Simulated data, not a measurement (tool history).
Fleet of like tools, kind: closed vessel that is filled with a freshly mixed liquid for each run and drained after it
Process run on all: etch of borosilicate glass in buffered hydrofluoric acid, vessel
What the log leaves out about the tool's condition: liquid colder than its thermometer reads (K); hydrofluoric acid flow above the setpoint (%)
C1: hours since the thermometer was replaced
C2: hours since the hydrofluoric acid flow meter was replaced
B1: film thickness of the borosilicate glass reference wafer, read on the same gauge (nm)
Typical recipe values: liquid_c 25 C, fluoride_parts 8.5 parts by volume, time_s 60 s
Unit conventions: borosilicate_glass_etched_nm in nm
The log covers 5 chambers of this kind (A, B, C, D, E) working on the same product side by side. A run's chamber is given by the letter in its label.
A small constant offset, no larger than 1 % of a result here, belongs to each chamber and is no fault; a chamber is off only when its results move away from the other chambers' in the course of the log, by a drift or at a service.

{"run": "1A", "day": 0.371, "liquid_c": 25, "fluoride_parts": 8.5, "time_s": 60, "C1": 1412, "C2": 508.1, "B1": 139.98, "borosilicate_glass_etched_nm": 88.908}
{"run": "2B", "day": 0.904, "liquid_c": 25, "fluoride_parts": 8.5, "time_s": 60, "C1": 871.7, "C2": 1676.4, "B1": 139.99, "borosilicate_glass_etched_nm": 91.128}
{"run": "3D", "day": 1.292, "liquid_c": 25, "fluoride_parts": 8.5, "time_s": 60, "C1": 481.1, "C2": 744.8, "B1": 140.03, "borosilicate_glass_etched_nm": 89.751}
{"run": "4E", "day": 1.604, "liquid_c": 25, "fluoride_parts": 8.5, "time_s": 60, "C1": 475.1, "C2": 934.3, "B1": 140.04, "borosilicate_glass_etched_nm": 89.418}
{"run": "5C", "day": 1.942, "liquid_c": 25, "fluoride_parts": 8.5, "time_s": 60, "C1": 1525.1, "C2": 1424.7, "B1": 140, "borosilicate_glass_etched_nm": 89.137}
{"run": "6E", "day": 2.375, "liquid_c": 25, "fluoride_parts": 8.5, "time_s": 60, "C1": 493.6, "C2": 952.8, "B1": 139.98, "borosilicate_glass_etched_nm": 89.65}
{"run": "7B", "day": 2.921, "liquid_c": 25, "fluoride_parts": 8.5, "time_s": 60, "C1": 920.1, "C2": 1724.8, "B1": 139.98, "borosilicate_glass_etched_nm": 89.813}
{"run": "8C", "day": 3.179, "liquid_c": 25, "fluoride_parts": 8.5, "time_s": 60, "C1": 1554.8, "C2": 1454.4, "B1": 139.96, "borosilicate_glass_etched_nm": 87.68}
{"day": 3.421, "done": "chamber C: hydrofluoric acid flow meter replaced"}
{"run": "9A", "day": 3.504, "liquid_c": 25, "fluoride_parts": 8.5, "time_s": 60, "C1": 1487.2, "C2": 583.3, "B1": 139.99, "borosilicate_glass_etched_nm": 88.131}
{"run": "10D", "day": 3.804, "liquid_c": 25, "fluoride_parts": 8.5, "time_s": 60, "C1": 541.4, "C2": 805.1, "B1": 140.04, "borosilicate_glass_etched_nm": 89.033}
{"run": "11D", "day": 4.254, "liquid_c": 25, "fluoride_parts": 8.5, "time_s": 60, "C1": 552.2, "C2": 815.9, "B1": 139.97, "borosilicate_glass_etched_nm": 90.187}
{"run": "12B", "day": 4.75, "liquid_c": 25, "fluoride_parts": 8.5, "time_s": 60, "C1": 964, "C2": 1768.7, "B1": 140.02, "borosilicate_glass_etched_nm": 90.534}
{"run": "13C", "day": 5.071, "liquid_c": 25, "fluoride_parts": 8.5, "time_s": 60, "C1": 1600.2, "C2": 39.6, "B1": 140.02, "borosilicate_glass_etched_nm": 88.815}
{"run": "14A", "day": 5.554, "liquid_c": 25, "fluoride_parts": 8.5, "time_s": 70, "C1": 1536.4, "C2": 632.5, "B1": 140, "borosilicate_glass_etched_nm": 102.83}
{"run": "15E", "day": 6.1, "liquid_c": 25, "fluoride_parts": 8.5, "time_s": 70, "C1": 583, "C2": 1042.2, "B1": 139.99, "borosilicate_glass_etched_nm": 101.8}
{"run": "16C", "day": 6.512, "liquid_c": 25, "fluoride_parts": 8.5, "time_s": 70, "C1": 1634.8, "C2": 74.2, "B1": 140.01, "borosilicate_glass_etched_nm": 103.13}
{"run": "17A", "day": 6.754, "liquid_c": 25, "fluoride_parts": 8.5, "time_s": 70, "C1": 1565.2, "C2": 661.3, "B1": 140.02, "borosilicate_glass_etched_nm": 103.42}
{"run": "18B", "day": 7.108, "liquid_c": 25, "fluoride_parts": 8.5, "time_s": 70, "C1": 1020.6, "C2": 1825.3, "B1": 139.98, "borosilicate_glass_etched_nm": 104.63}
{"day": 7.217, "done": "chamber D: hydrofluoric acid flow meter replaced"}
{"run": "19D", "day": 7.425, "liquid_c": 25, "fluoride_parts": 8.5, "time_s": 60, "C1": 628.3, "C2": 5, "B1": 140.02, "borosilicate_glass_etched_nm": 88.73}
{"run": "20E", "day": 7.833, "liquid_c": 25, "fluoride_parts": 8.5, "time_s": 60, "C1": 624.6, "C2": 1083.8, "B1": 139.97, "borosilicate_glass_etched_nm": 85.712}
{"run": "21E", "day": 8.288, "liquid_c": 25, "fluoride_parts": 8.5, "time_s": 60, "C1": 635.5, "C2": 1094.7, "B1": 140.01, "borosilicate_glass_etched_nm": 84.297}
{"run": "22D", "day": 8.7, "liquid_c": 25, "fluoride_parts": 8.5, "time_s": 60, "C1": 658.9, "C2": 35.6, "B1": 139.98, "borosilicate_glass_etched_nm": 89.407}
{"run": "23A", "day": 9.221, "liquid_c": 25, "fluoride_parts": 8.5, "time_s": 60, "C1": 1624.4, "C2": 720.5, "B1": 139.99, "borosilicate_glass_etched_nm": 90.069}
{"run": "24B", "day": 9.529, "liquid_c": 25, "fluoride_parts": 8.5, "time_s": 60, "C1": 1078.7, "C2": 1883.4, "B1": 140, "borosilicate_glass_etched_nm": 90.716}
{"day": 9.629, "done": "chamber A: hydrofluoric acid flow meter replaced"}
{"run": "25C", "day": 10.083, "liquid_c": 25, "fluoride_parts": 5.5, "time_s": 60, "C1": 1720.5, "C2": 159.9, "B1": 140.03, "borosilicate_glass_etched_nm": 135.69}
{"run": "26D", "day": 10.546, "liquid_c": 25, "fluoride_parts": 5.5, "time_s": 60, "C1": 703.2, "C2": 79.9, "B1": 139.97, "borosilicate_glass_etched_nm": 137.23}
{"run": "27A", "day": 10.979, "liquid_c": 25, "fluoride_parts": 5.5, "time_s": 60, "C1": 1666.6, "C2": 32.5, "B1": 139.99, "borosilicate_glass_etched_nm": 135.4}
{"run": "28B", "day": 11.392, "liquid_c": 25, "fluoride_parts": 5.5, "time_s": 60, "C1": 1123.4, "C2": 1928.1, "B1": 140, "borosilicate_glass_etched_nm": 139.71}
{"run": "29E", "day": 11.683, "liquid_c": 25, "fluoride_parts": 5.5, "time_s": 60, "C1": 717, "C2": 1176.2, "B1": 139.97, "borosilicate_glass_etched_nm": 126.96}
{"run": "30C", "day": 11.992, "liquid_c": 21, "fluoride_parts": 8.5, "time_s": 35, "C1": 1766.3, "C2": 205.7, "B1": 139.97, "borosilicate_glass_etched_nm": 41.903}
{"run": "31A", "day": 12.325, "liquid_c": 21, "fluoride_parts": 8.5, "time_s": 35, "C1": 1698.9, "C2": 64.8, "B1": 139.99, "borosilicate_glass_etched_nm": 42.215}

Is one chamber out of step, is the gauge drifting, or do the chambers differ by no more than their own small offsets? For an off chamber, give its letter and the likeliest cause.

Chamber E drifts away from the others.
Most likely cause: liquid colder than its thermometer reads (K) = 1.63.
It could be hard to tell apart here from: hydrofluoric acid flow below the setpoint (%).

Which of the 4 candidates below, each the usual settings with something changed and its results left as question marks, puts chamber E back in line with what the other chambers give on the usual settings?
Maximum distance from the other chambers' mean on the usual settings for a result to count as in line: borosilicate_glass_etched_nm 2.4 nm
{"run": "32E-1", "day": 12.729, "liquid_c": 25.5, "fluoride_parts": 8.5, "time_s": 60, "borosilicate_glass_etched_nm": "?"}
{"run": "32E-2", "day": 12.729, "liquid_c": 25, "fluoride_parts": 8.5, "time_s": 65, "borosilicate_glass_etched_nm": "?"}
{"run": "32E-3", "day": 12.729, "liquid_c": 24.5, "fluoride_parts": 9, "time_s": 60, "borosilicate_glass_etched_nm": "?"}
{"run": "32E-4", "day": 12.729, "liquid_c": 24.5, "fluoride_parts": 8.5, "time_s": 60, "borosilicate_glass_etched_nm": "?"}

Other chambers, usual settings, mean: borosilicate_glass_etched_nm 89.423 nm
run=32E-1 borosilicate_glass_etched_nm=84.479
run=32E-2 borosilicate_glass_etched_nm=89.104
run=32E-3 borosilicate_glass_etched_nm=75.256
run=32E-4 borosilicate_glass_etched_nm=80.116
32E-2 puts the chamber back in line with the other chambers.
